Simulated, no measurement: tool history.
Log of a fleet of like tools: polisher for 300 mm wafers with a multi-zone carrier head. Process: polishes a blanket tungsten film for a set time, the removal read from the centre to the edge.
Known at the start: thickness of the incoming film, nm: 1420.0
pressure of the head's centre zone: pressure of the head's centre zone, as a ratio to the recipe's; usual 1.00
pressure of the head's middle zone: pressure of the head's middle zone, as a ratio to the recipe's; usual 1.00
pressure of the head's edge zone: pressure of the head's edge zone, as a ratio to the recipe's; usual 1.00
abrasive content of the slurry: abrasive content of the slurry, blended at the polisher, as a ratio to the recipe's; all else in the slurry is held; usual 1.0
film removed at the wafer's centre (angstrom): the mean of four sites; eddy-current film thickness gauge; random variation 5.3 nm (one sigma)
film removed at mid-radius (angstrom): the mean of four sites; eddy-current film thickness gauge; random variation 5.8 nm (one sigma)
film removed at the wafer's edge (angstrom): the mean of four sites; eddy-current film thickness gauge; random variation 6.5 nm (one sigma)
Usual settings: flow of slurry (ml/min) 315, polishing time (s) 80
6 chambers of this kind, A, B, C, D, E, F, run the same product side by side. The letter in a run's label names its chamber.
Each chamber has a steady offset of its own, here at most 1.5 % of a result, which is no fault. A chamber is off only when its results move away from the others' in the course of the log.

run,hour,flow of slurry (ml/min),pressure of the head's centre zone,pressure of the head's middle zone,pressure of the head's edge zone,abrasive content of the slurry,polishing time (s),film removed at the wafer's centre (angstrom),film removed at mid-radius (angstrom),film removed at the wafer's edge (angstrom)
# hour 2.1: chamber D: centre zone pressure recalibrated
# hour 2.3: chamber D: edge zone pressure recalibrated
# hour 10.3: chamber C: slurry nozzle cleaned
1A,10.7,315,1.00,1.00,1.00,1.0,80,4436.2,4286.4,4320.7
2E,19.2,315,1.00,1.00,1.00,1.0,80,4311.6,4426.4,4423.2
# hour 26.6: chamber F: slurry nozzle cleaned
3B,29.4,315,1.00,1.00,1.00,1.0,80,4236.3,4431.0,4475.7
# hour 38.1: chamber D: slurry nozzle cleaned
4D,40.0,315,1.00,1.00,1.00,1.0,80,4371.0,4479.0,4400.1
# hour 41.4: chamber A: worn pad replaced by a new one
# hour 41.8: chamber C: worn pad replaced by a new one
5C,47.1,315,1.00,1.00,1.00,1.0,80,4464.2,4471.8,4408.8
6F,56.7,315,1.00,1.00,1.00,1.0,80,4465.4,4405.1,4419.8
7E,66.2,315,1.00,1.00,1.00,1.0,80,4322.3,4371.3,4387.5
# hour 67.7: chamber D: worn pad replaced by a new one
# hour 71.2: chamber E: worn pad replaced by a new one
8F,72.7,315,1.00,1.00,1.04,1.0,80,4402.0,4511.7,4469.7
9C,83.3,315,1.00,1.00,1.04,1.0,80,4481.6,4434.1,4459.1
10D,92.0,315,1.00,1.00,1.04,1.0,80,4431.2,4341.6,4431.0
11B,100.3,315,1.00,1.00,1.04,1.0,80,4389.0,4424.4,4410.9
12A,107.5,315,1.00,1.00,1.04,1.0,80,4371.1,4276.5,4591.5
13D,115.5,315,1.00,1.00,1.04,1.0,80,4494.8,4335.9,4475.3
14E,121.6,315,1.00,1.00,1.00,1.0,80,4371.4,4366.4,4429.9
15A,128.5,315,1.00,1.00,1.00,1.0,80,4449.3,4516.6,4400.6
# hour 138.8: chamber C: worn pad replaced by a new one
16F,140.9,315,1.00,1.00,1.00,1.0,80,4494.3,4362.6,4420.5
17C,152.0,315,1.07,1.00,1.00,0.8,80,4589.6,4146.0,4142.2
# hour 153.9: chamber D: worn pad replaced by a new one
18B,159.7,315,1.07,1.00,1.00,0.8,80,4528.7,4257.9,4108.5
# hour 166.7: chamber E: centre zone pressure recalibrated
# hour 171.6: chamber F: worn pad replaced by a new one
19F,171.8,315,1.07,1.00,1.00,0.8,80,4485.9,4226.9,4296.7
# hour 172.2: chamber A: worn pad replaced by a new one
# hour 181.6: chamber B: worn pad replaced by a new one
20B,183.0,315,1.07,1.00,1.00,0.8,80,4390.8,4040.1,4222.5
21D,193.0,315,1.07,1.00,1.00,0.8,80,4494.4,4157.2,4060.2
22C,199.9,315,1.07,1.00,1.00,0.8,80,4609.4,4234.5,4198.2
23A,209.6,315,1.00,1.00,1.00,1.0,80,4441.2,4423.8,4403.5
24E,221.5,315,1.00,1.00,1.00,1.0,80,4276.4,4412.4,4322.1
# hour 223.2: chamber C: edge zone pressure recalibrated
# hour 231.0: chamber C: slurry nozzle cleaned
25F,231.4,315,1.00,1.00,1.00,1.0,80,4351.5,4514.4,4357.2
# hour 240.3: chamber A: edge zone pressure recalibrated
# hour 243.2: chamber A: slurry nozzle cleaned
26D,243.2,315,1.00,1.11,1.00,1.0,80,4433.7,4890.1,4231.5
# hour 243.6: chamber C: worn pad replaced by a new one
27A,251.7,315,1.00,1.11,1.00,1.0,80,4432.2,4691.4,4351.7
# hour 253.1: chamber F: edge zone pressure recalibrated
# hour 258.1: chamber D: worn pad replaced by a new one
28E,259.8,315,1.00,1.11,1.00,1.0,80,4337.7,4945.9,4425.3
29B,271.5,315,1.00,1.11,1.00,1.0,80,4498.4,4872.0,4353.9
# hour 279.2: chamber E: worn pad replaced by a new one
30C,285.0,315,1.00,1.11,1.00,1.0,80,4437.4,4829.4,4336.8
# hour 292.7: chamber E: slurry nozzle cleaned
31D,293.3,315,1.00,1.11,1.00,1.0,80,4490.4,4759.3,4375.0
32F,302.7,315,1.00,1.00,1.00,1.0,80,4398.6,4421.7,4382.1
33E,310.9,315,0.88,1.00,1.00,1.0,80,3854.4,4368.4,4419.8
# hour 320.7: chamber A: worn pad replaced by a new one
34A,321.6,315,0.88,1.00,1.00,1.0,80,3801.7,4384.0,4575.6
35B,330.8,315,0.88,1.00,1.00,1.0,80,3708.1,4436.9,4356.0
# hour 336.1: chamber C: worn pad replaced by a new one
# hour 341.0: chamber D: worn pad replaced by a new one
36C,341.6,315,0.88,1.00,1.00,1.0,80,3897.7,4426.2,4387.3
37F,347.9,315,0.88,1.00,1.00,1.0,80,3897.2,4421.4,4358.1
38D,360.5,315,0.88,1.00,1.00,1.0,80,3744.8,4468.6,4307.1
# hour 371.4: chamber B: worn pad replaced by a new one
39B,372.7,315,1.00,1.00,1.00,1.0,80,4340.4,4373.5,4425.6
40A,385.0,315,1.00,1.00,1.00,1.0,80,4459.2,4402.5,4467.8
41E,398.4,315,1.00,1.00,1.00,1.0,80,4470.1,4478.5,4275.6

Next, every chamber runs the same settings. What will each give?
42A,408.1,315,1.00,1.00,1.00,1.0,59,?,?,?
42B,408.1,315,1.00,1.00,1.00,1.0,59,?,?,?
42C,408.1,315,1.00,1.00,1.00,1.0,59,?,?,?
42D,408.1,315,1.00,1.00,1.00,1.0,59,?,?,?
42E,408.1,315,1.00,1.00,1.00,1.0,59,?,?,?
42F,408.1,315,1.00,1.00,1.00,1.0,59,?,?,?

run,film removed at the wafer's centre (angstrom),film removed at mid-radius (angstrom),film removed at the wafer's edge (angstrom)
42A,3306.3,3217.5,3248.0
42B,3207.6,3284.2,3194.5
42C,3325.6,3235.4,3222.7
42D,3292.3,3266.7,3144.7
42E,3217.1,3180.8,3218.4
42F,3231.7,3327.0,3201.4
